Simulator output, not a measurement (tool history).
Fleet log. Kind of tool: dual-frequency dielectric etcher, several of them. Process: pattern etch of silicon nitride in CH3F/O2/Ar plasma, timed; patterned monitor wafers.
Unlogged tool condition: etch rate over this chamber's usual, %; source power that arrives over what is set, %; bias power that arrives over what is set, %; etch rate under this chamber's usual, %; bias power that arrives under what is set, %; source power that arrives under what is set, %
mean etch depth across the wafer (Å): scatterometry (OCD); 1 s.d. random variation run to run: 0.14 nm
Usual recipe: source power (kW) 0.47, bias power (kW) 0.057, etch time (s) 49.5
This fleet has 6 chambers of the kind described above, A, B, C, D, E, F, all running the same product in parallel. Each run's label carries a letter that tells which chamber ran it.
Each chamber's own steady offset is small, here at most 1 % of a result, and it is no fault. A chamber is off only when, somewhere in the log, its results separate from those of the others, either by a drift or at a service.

run   hour  source power (kW)  bias power (kW)  etch time (s)  hours since the last wet clean  hours since the last source power generator calibration  hours since the last bias power generator calibration  read-back reference wafer on the same gauge, depth_nm  mean etch depth across the wafer (Å)
 1D   11.8               0.47            0.057           49.5                           430.8                                                   1270.4                                                 1702.7                                                 34.089                                340.31
 2B   19.9               0.47            0.057           49.5                           117.9                                                    459.5                                                 2207.6                                                  34.07                                337.31
 3A   29.9               0.47            0.057           49.5                           287.8                                                       31                                                 1779.1                                                 34.129                                345.34
 4C   36.4               0.47            0.057           49.5                           284.9                                                   1510.4                                                  189.6                                                 34.088                                341.82
 5E   44.1               0.47            0.057           49.5                           122.3                                                   2652.7                                                  720.5                                                 34.078                                341.89
 6F   55.4               0.47            0.057           49.5                           144.1                                                    469.4                                                 1947.8                                                 34.088                                340.53
 7B   64.6               0.47            0.057           49.5                           162.6                                                    504.2                                                 2252.3                                                 34.114                                 338.2
 8E   72.4               0.47            0.057           49.5                           150.6                                                     2681                                                  748.8                                                 34.122                                341.46
 9C   79.6               0.47            0.057           49.5                           328.1                                                   1553.6                                                  232.8                                                 34.092                                341.59
10D   87.8               0.36            0.046           49.5                           506.8                                                   1346.4                                                 1778.7                                                 34.117                                286.72
11F   94.3               0.36            0.046           49.5                             183                                                    508.3                                                 1986.7                                                 34.077                                 285.1
12A  102.4               0.36            0.046           49.5                           360.3                                                    103.5                                                 1851.6                                                 34.111                                289.26
13B  114.2               0.36            0.046           49.5                           212.2                                                    553.8                                                 2301.9                                                 34.097                                283.12
14D    126               0.36            0.046           49.5                             545                                                   1384.6                                                 1816.9                                                 34.101                                287.63
15C  136.7               0.36            0.046           49.5                           385.2                                                   1610.7                                                  289.9                                                 34.146                                290.33
16F    146               0.47            0.057           49.5                           234.7                                                      560                                                 2038.4                                                 34.138                                342.94
     155.2  -- chamber C: wet clean of the chamber
17E  157.6               0.47            0.057             63                           235.8                                                   2766.2                                                    834                                                 34.091                                439.11
     160.8  -- chamber D: wet clean of the chamber
18A    164               0.47            0.057             63                           421.9                                                    165.1                                                 1913.2                                                 34.103                                437.57
19C  172.4               0.47            0.057             63                            17.2                                                   1646.4                                                  325.6                                                 34.086                                431.04
20D  178.2               0.47            0.057             63                            17.5                                                   1436.8                                                 1869.1                                                 34.122                                437.38
     183.5  -- chamber A: wet clean of the chamber
21E  183.7               0.47            0.057             63                           261.9                                                   2792.3                                                  860.1                                                  34.06                                435.08
22A  194.9               0.47            0.057             63                            11.4                                                      196                                                 1944.1                                                  34.09                                435.14
23F    200               0.47            0.057           49.5                           288.7                                                      614                                                 2092.4                                                 34.084                                338.14
24B  205.9               0.47            0.057           49.5                           303.9                                                    645.5                                                 2393.6                                                  34.08                                333.62
25C    216               0.43            0.047           49.5                            60.8                                                     1690                                                  369.2                                                 34.151                                308.71
26B  225.4               0.43            0.047           49.5                           323.4                                                      665                                                 2413.1                                                 34.121                                301.59
27E  236.3               0.43            0.047           49.5                           314.5                                                   2844.9                                                  912.7                                                 34.071                                 310.7
28A  247.6               0.43            0.047           49.5                            64.1                                                    248.7                                                 1996.8                                                 34.111                                312.13
29D  254.1               0.43            0.047           49.5                            93.4                                                   1512.7                                                   1945                                                  34.09                                311.17
30F    260               0.43            0.047           49.5                           348.7                                                      674                                                 2152.4                                                 34.133                                308.49
31B  268.8               0.47            0.057           49.5                           366.8                                                    708.4                                                 2456.5                                                 34.121                                329.23
32E  274.2               0.47            0.057           49.5                           352.4                                                   2882.8                                                  950.6                                                 34.111                                342.32
33D  281.3               0.47            0.057           49.5                           120.6                                                   1539.9                                                 1972.2                                                 34.088                                341.74
34A  289.7               0.47            0.057           49.5                           106.2                                                    290.8                                                 2038.9                                                 34.082                                342.84
35F  295.6               0.47            0.057           49.5                           384.3                                                    709.6                                                   2188                                                 34.093                                341.71
     303.9  -- chamber D: bias power generator calibrated
36C  305.5               0.47             0.07           39.5                           150.3                                                   1779.5                                                  458.7                                                 34.106                                291.84
     308.7  -- chamber F: wet clean of the chamber
37D  315.5               0.47             0.07           39.5                           154.8                                                   1574.1                                                   11.7                                                 34.117                                292.31
38A  321.8               0.47             0.07           39.5                           138.3                                                    322.9                                                   2071                                                 34.093                                295.86
39B  327.4               0.47             0.07           39.5                           425.4                                                      767                                                 2515.1                                                 34.107                                276.24
40E  334.7               0.47             0.07           39.5                           412.9                                                   2943.3                                                 1011.1                                                 34.106                                 293.5
41F  342.9               0.47             0.07           39.5                            34.3                                                    756.9                                                 2235.3                                                 34.108                                291.73
     344.3  -- chamber E: wet clean of the chamber
42C  349.6               0.42            0.057           36.5                           194.4                                                   1823.6                                                  502.8                                                 34.074                                240.17
43E  359.4               0.42            0.057           36.5                            15.2                                                     2968                                                 1035.8                                                  34.07                                241.68
44C  370.1               0.42            0.057           36.5                           214.9                                                   1844.1                                                  523.3                                                 34.102                                240.87

Is one chamber out of step, is the gauge drifting, or do the chambers differ by no more than their own small offsets? For an off chamber, give its letter and the likeliest cause.

Little by little, chamber B moves away from the other chambers.
Most likely cause: etch rate under this chamber's usual, % = 5.26.

Chamber B could run next with any of the 4 candidate recipes listed below; each alters the usual settings, and their results appear as question marks. Which one brings its results back in line with what the other chambers deliver on the usual settings?
In-line tolerance around the mean of the other chambers on the usual settings: mean etch depth across the wafer (Å) 5
45B-1  378.7               0.47            0.058           54.5                                                                                                                                                                                                                                            ?
45B-2  378.7               0.48            0.058             52                                                                                                                                                                                                                                            ?
45B-3  378.7               0.47            0.056           46.5                                                                                                                                                                                                                                            ?
45B-4  378.7               0.36            0.057           49.5                                                                                                                                                                                                                                            ?

What the other chambers average on the usual settings: mean etch depth across the wafer (Å) 342.61
  run  mean etch depth across the wafer (Å)
45B-1                                355.91
45B-2                                342.38
45B-3                                 300.3
45B-4                                289.73
The answer is 45B-2, which returns the chamber to within the allowed miss of the others.
